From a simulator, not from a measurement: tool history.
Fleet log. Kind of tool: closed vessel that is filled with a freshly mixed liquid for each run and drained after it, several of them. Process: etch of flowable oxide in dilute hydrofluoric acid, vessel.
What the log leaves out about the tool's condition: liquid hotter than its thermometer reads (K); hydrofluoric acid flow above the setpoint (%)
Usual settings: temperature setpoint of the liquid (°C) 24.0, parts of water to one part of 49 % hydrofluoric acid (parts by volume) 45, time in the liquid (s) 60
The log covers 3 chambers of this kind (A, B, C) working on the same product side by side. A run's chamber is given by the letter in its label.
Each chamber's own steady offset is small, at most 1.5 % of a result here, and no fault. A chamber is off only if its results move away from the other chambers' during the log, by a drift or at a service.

run,hour,temperature setpoint of the liquid (°C),parts of water to one part of 49 % hydrofluoric acid (parts by volume),time in the liquid (s),hours since the thermometer was replaced,hours since the hydrofluoric acid flow meter was replaced,"read-back film thickness of the flowable oxide reference wafer, read on the same gauge (nm)",thickness taken off the flowable oxide on a monitor wafer (nm)
1C,2.7,24.0,45,60,1752.0,431.3,90.025,29.711
2A,7.3,24.0,45,60,158.8,1287.9,90.017,29.572
3B,10.7,24.0,45,60,165.4,1721.0,89.997,29.167
4B,14.8,24.0,45,60,169.5,1725.1,90.007,29.300
5A,19.6,24.0,45,60,171.1,1300.2,89.994,29.474
6C,23.4,24.0,45,60,1772.7,452.0,89.981,30.319
7C,26.4,24.0,45,60,1775.7,455.0,89.991,29.776
8B,30.8,24.0,45,60,185.5,1741.1,90.039,29.365
9A,34.1,27.5,45,60,185.6,1314.7,90.017,34.132
10C,36.8,27.5,45,60,1786.1,465.4,90.011,34.296
11A,39.6,27.5,45,60,191.1,1320.2,89.999,34.515
12B,43.7,24.0,45,60,198.4,1754.0,90.009,28.952
13C,48.4,24.0,45,60,1797.7,477.0,89.996,29.976
14A,52.4,24.0,45,60,203.9,1333.0,90.009,29.523
15B,55.0,24.0,45,60,209.7,1765.3,90.028,29.441
16B,59.1,24.0,45,35,213.8,1769.4,89.970,17.231
17A,62.8,24.0,45,35,214.3,1343.4,90.006,17.318
18C,66.1,24.0,45,35,1815.4,494.7,90.025,17.421
19B,69.3,24.0,45,60,224.0,1779.6,90.015,29.726
20C,73.1,24.0,45,60,1822.4,501.7,90.021,29.807
21A,77.1,24.0,45,60,228.6,1357.7,89.995,29.699
22C,79.6,24.0,45,60,1828.9,508.2,90.020,29.853
23B,82.8,24.0,45,60,237.5,1793.1,90.000,29.376

Read the log: is a single chamber off, either drifting away or since a service, is the gauge that measures every chamber drifting, or is nothing wrong beyond small per-chamber offsets? Name any odd chamber and what most likely caused it.

No chamber is off and the gauge is stable; the differences are just each chamber's small, constant offset.
